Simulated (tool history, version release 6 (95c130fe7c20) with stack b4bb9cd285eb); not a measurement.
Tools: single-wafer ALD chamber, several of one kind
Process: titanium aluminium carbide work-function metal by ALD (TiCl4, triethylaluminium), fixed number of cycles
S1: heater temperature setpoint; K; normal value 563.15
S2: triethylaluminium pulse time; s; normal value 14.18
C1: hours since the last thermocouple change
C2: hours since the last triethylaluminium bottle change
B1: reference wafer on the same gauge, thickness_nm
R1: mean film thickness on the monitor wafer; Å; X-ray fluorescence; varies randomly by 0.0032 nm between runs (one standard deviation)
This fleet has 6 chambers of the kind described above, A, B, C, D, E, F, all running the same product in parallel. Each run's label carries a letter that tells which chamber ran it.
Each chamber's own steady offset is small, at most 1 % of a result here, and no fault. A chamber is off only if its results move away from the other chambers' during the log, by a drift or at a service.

Run 1C, hour 4.9: usual settings; C1 619.0; C2 326.2; B1 2.2115. Result: R1 19.581 Å.
Run 2F, hour 7.1: usual settings; C1 1172.4; C2 359.9; B1 2.2106. Result: R1 19.508 Å.
Run 3E, hour 9.9: usual settings; C1 465.4; C2 374.5; B1 2.2105. Result: R1 19.777 Å.
Run 4D, hour 14.8: usual settings; C1 597.2; C2 815.6; B1 2.2113. Result: R1 19.500 Å.
Run 5A, hour 19.6: usual settings; C1 1913.1; C2 892.3; B1 2.2117. Result: R1 19.668 Å.
Run 6B, hour 21.9: usual settings; C1 1964.8; C2 594.2; B1 2.2118. Result: R1 19.548 Å.
Run 7D, hour 26.7: usual settings; C1 609.1; C2 827.5; B1 2.2121. Result: R1 19.520 Å.
Run 8E, hour 31.6: usual settings; C1 487.1; C2 396.2; B1 2.2119. Result: R1 19.745 Å.
At hour 34.4: chamber D: triethylaluminium bottle replaced.
Run 9F, hour 34.4: usual settings; C1 1199.7; C2 387.2; B1 2.2130. Result: R1 19.514 Å.
Run 10B, hour 37.6: usual settings; C1 1980.5; C2 609.9; B1 2.2143. Result: R1 19.529 Å.
Run 11C, hour 40.2: usual settings; C1 654.3; C2 361.5; B1 2.2142. Result: R1 19.562 Å.
Run 12A, hour 43.7: usual settings; C1 1937.2; C2 916.4; B1 2.2141. Result: R1 19.611 Å.
Run 13C, hour 46.3: usual settings but S2 8.68 s; C1 660.4; C2 367.6; B1 2.2140. Result: R1 18.738 Å.
Run 14E, hour 48.8: usual settings but S2 8.68 s; C1 504.3; C2 413.4; B1 2.2149. Result: R1 18.913 Å.
Run 15F, hour 51.7: usual settings but S2 8.68 s; C1 1217.0; C2 404.5; B1 2.2151. Result: R1 18.745 Å.
Run 16A, hour 56.6: usual settings but S2 8.68 s; C1 1950.1; C2 929.3; B1 2.2154. Result: R1 18.833 Å.
Run 17D, hour 59.0: usual settings but S2 8.68 s; C1 641.4; C2 24.7; B1 2.2152. Result: R1 18.755 Å.
Run 18B, hour 62.3: usual settings but S2 8.68 s; C1 2005.2; C2 634.6; B1 2.2150. Result: R1 18.621 Å.
Run 19E, hour 66.7: usual settings; C1 522.2; C2 431.3; B1 2.2157. Result: R1 19.770 Å.
Run 20C, hour 71.0: usual settings; C1 685.1; C2 392.3; B1 2.2174. Result: R1 19.649 Å.
Run 21A, hour 76.1: usual settings; C1 1969.6; C2 948.8; B1 2.2177. Result: R1 19.666 Å.
Run 22F, hour 80.7: usual settings; C1 1246.0; C2 433.5; B1 2.2179. Result: R1 19.526 Å.
Run 23D, hour 84.8: usual settings; C1 667.2; C2 50.5; B1 2.2173. Result: R1 19.543 Å.
Run 24B, hour 89.0: usual settings; C1 2031.9; C2 661.3; B1 2.2169. Result: R1 19.616 Å.
Run 25A, hour 92.3: usual settings; C1 1985.8; C2 965.0; B1 2.2186. Result: R1 19.653 Å.
Run 26D, hour 96.8: usual settings; C1 679.2; C2 62.5; B1 2.2190. Result: R1 19.532 Å.
Run 27B, hour 100.0: usual settings; C1 2042.9; C2 672.3; B1 2.2202. Result: R1 19.632 Å.
Run 28C, hour 102.3: usual settings; C1 716.4; C2 423.6; B1 2.2197. Result: R1 19.627 Å.
Run 29F, hour 107.3: usual settings; C1 1272.6; C2 460.1; B1 2.2202. Result: R1 19.587 Å.
Run 30E, hour 111.6: usual settings; C1 567.1; C2 476.2; B1 2.2205. Result: R1 19.853 Å.
Run 31A, hour 116.0: usual settings; C1 2009.5; C2 988.7; B1 2.2208. Result: R1 19.772 Å.
At hour 119.1: chamber A: thermocouple changed; heater temperature recalibrated.
Run 32B, hour 119.4: usual settings; C1 2062.3; C2 691.7; B1 2.2210. Result: R1 19.579 Å.
Run 33C, hour 123.0: usual settings; C1 737.1; C2 444.3; B1 2.2206. Result: R1 19.682 Å.
Run 34F, hour 125.3: usual settings; C1 1290.6; C2 478.1; B1 2.2222. Result: R1 19.601 Å.
Run 35E, hour 129.5: usual settings but S1 551.15 K; C1 585.0; C2 494.1; B1 2.2223. Result: R1 18.857 Å.
Run 36D, hour 132.2: usual settings but S1 551.15 K; C1 714.6; C2 97.9; B1 2.2219. Result: R1 18.547 Å.
Run 37B, hour 135.1: usual settings but S1 551.15 K; C1 2078.0; C2 707.4; B1 2.2225. Result: R1 18.583 Å.
Run 38F, hour 138.7: usual settings but S1 551.15 K; C1 1304.0; C2 491.5; B1 2.2231. Result: R1 18.527 Å.
Run 39E, hour 142.2: usual settings but S1 551.15 K; C1 597.7; C2 506.8; B1 2.2224. Result: R1 18.792 Å.
Run 40D, hour 147.1: usual settings but S1 551.15 K; C1 729.5; C2 112.8; B1 2.2238. Result: R1 18.549 Å.
Run 41A, hour 151.0: usual settings but S1 577.15 K, S2 11.49 s; C1 32.0; C2 1023.7; B1 2.2247. Result: R1 20.723 Å.
Run 42C, hour 155.5: usual settings but S1 577.15 K, S2 11.49 s; C1 769.6; C2 476.8; B1 2.2239. Result: R1 20.704 Å.

What goes on in this fleet: one chamber off, a drifting gauge, or nothing beyond the chambers' own small offsets? Name the chamber and the cause, if any.

It is the gauge, not a chamber: its drift shows up in every chamber's results at once, and no chamber is off.
Most likely cause: gauge reads high (%) = 0.659.
